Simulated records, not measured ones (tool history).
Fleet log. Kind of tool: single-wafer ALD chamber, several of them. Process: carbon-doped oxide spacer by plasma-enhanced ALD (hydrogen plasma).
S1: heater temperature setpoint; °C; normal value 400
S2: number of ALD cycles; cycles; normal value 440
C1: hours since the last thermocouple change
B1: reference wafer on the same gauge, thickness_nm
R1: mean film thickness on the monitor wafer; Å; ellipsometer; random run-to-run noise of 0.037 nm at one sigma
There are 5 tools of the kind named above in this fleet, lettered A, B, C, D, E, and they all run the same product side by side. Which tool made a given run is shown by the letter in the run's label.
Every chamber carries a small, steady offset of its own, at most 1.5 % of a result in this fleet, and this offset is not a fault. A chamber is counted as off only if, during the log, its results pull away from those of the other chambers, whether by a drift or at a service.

Run 1C, hour 12.3: usual settings; C1 254.6; B1 19.694. Result: R1 218.39 Å.
Run 2A, hour 24.2: usual settings; C1 920.8; B1 19.689. Result: R1 219.73 Å.
Run 3B, hour 37.7: usual settings; C1 1332.9; B1 19.684. Result: R1 218.65 Å.
Run 4D, hour 51.3: usual settings; C1 111; B1 19.681. Result: R1 219.5 Å.
Run 5E, hour 60.8: usual settings; C1 1069.9; B1 19.685. Result: R1 221.98 Å.
Run 6E, hour 67.5: usual settings; C1 1076.6; B1 19.677. Result: R1 222.2 Å.
Run 7D, hour 79.1: usual settings; C1 138.8; B1 19.668. Result: R1 219.59 Å.
Run 8B, hour 87.7: usual settings; C1 1382.9; B1 19.667. Result: R1 218.41 Å.
Run 9C, hour 100.5: usual settings; C1 342.8; B1 19.659. Result: R1 218.77 Å.
Run 10A, hour 114.7: usual settings; C1 1011.3; B1 19.66. Result: R1 219.91 Å.
Run 11A, hour 122.3: usual settings; C1 1018.9; B1 19.649. Result: R1 220.13 Å.
Run 12B, hour 135.2: usual settings; C1 1430.4; B1 19.651. Result: R1 217.72 Å.
Run 13D, hour 144: usual settings; C1 203.7; B1 19.642. Result: R1 219.05 Å.
Run 14E, hour 151.5: usual settings; C1 1160.6; B1 19.654. Result: R1 221.63 Å.
Run 15C, hour 160.6: usual settings; C1 402.9; B1 19.644. Result: R1 218.38 Å.
Run 16A, hour 167: usual settings; C1 1063.6; B1 19.636. Result: R1 218.88 Å.
Run 17C, hour 175.3: usual settings; C1 417.6; B1 19.626. Result: R1 218.52 Å.
Run 18D, hour 186.5: usual settings; C1 246.2; B1 19.628. Result: R1 218.94 Å.
Run 19E, hour 199.2: usual settings; C1 1208.3; B1 19.622. Result: R1 221.41 Å.
Run 20B, hour 209.8: usual settings; C1 1505; B1 19.621. Result: R1 217.69 Å.
Run 21C, hour 222.2: usual settings; C1 464.5; B1 19.609. Result: R1 218.51 Å.
Run 22A, hour 231.5: usual settings; C1 1128.1; B1 19.607. Result: R1 218.3 Å.
Run 23E, hour 242.2: usual settings; C1 1251.3; B1 19.61. Result: R1 221.62 Å.
Run 24D, hour 256.1: usual settings; C1 315.8; B1 19.603. Result: R1 218.85 Å.
Run 25B, hour 264.7: usual settings; C1 1559.9; B1 19.595. Result: R1 216.58 Å.
Run 26D, hour 272.7: usual settings; C1 332.4; B1 19.598. Result: R1 218.56 Å.
Run 27E, hour 283.2: usual settings; C1 1292.3; B1 19.588. Result: R1 221.38 Å.
Run 28B, hour 296.7: usual settings; C1 1591.9; B1 19.581. Result: R1 216.84 Å.
Run 29A, hour 304.6: usual settings; C1 1201.2; B1 19.58. Result: R1 219.03 Å.
Run 30C, hour 312.9: usual settings; C1 555.2; B1 19.579. Result: R1 217.57 Å.
Run 31D, hour 324.8: usual settings; C1 384.5; B1 19.569. Result: R1 217.81 Å.
Run 32C, hour 334.7: usual settings but S2 363 cycles; C1 577; B1 19.568. Result: R1 179.72 Å.

All chambers now run identical settings, listed one chamber a line with results as question marks. What results will each chamber show?
Run 33A, hour 345.1: usual settings but S2 357 cycles. Result: R1 ?.
Run 33B, hour 345.1: usual settings but S2 357 cycles. Result: R1 ?.
Run 33C, hour 345.1: usual settings but S2 357 cycles. Result: R1 ?.
Run 33D, hour 345.1: usual settings but S2 357 cycles. Result: R1 ?.
Run 33E, hour 345.1: usual settings but S2 357 cycles. Result: R1 ?.

run      R1
33A  177.68
33B  176.47
33C  176.83
33D  177.15
33E  178.89

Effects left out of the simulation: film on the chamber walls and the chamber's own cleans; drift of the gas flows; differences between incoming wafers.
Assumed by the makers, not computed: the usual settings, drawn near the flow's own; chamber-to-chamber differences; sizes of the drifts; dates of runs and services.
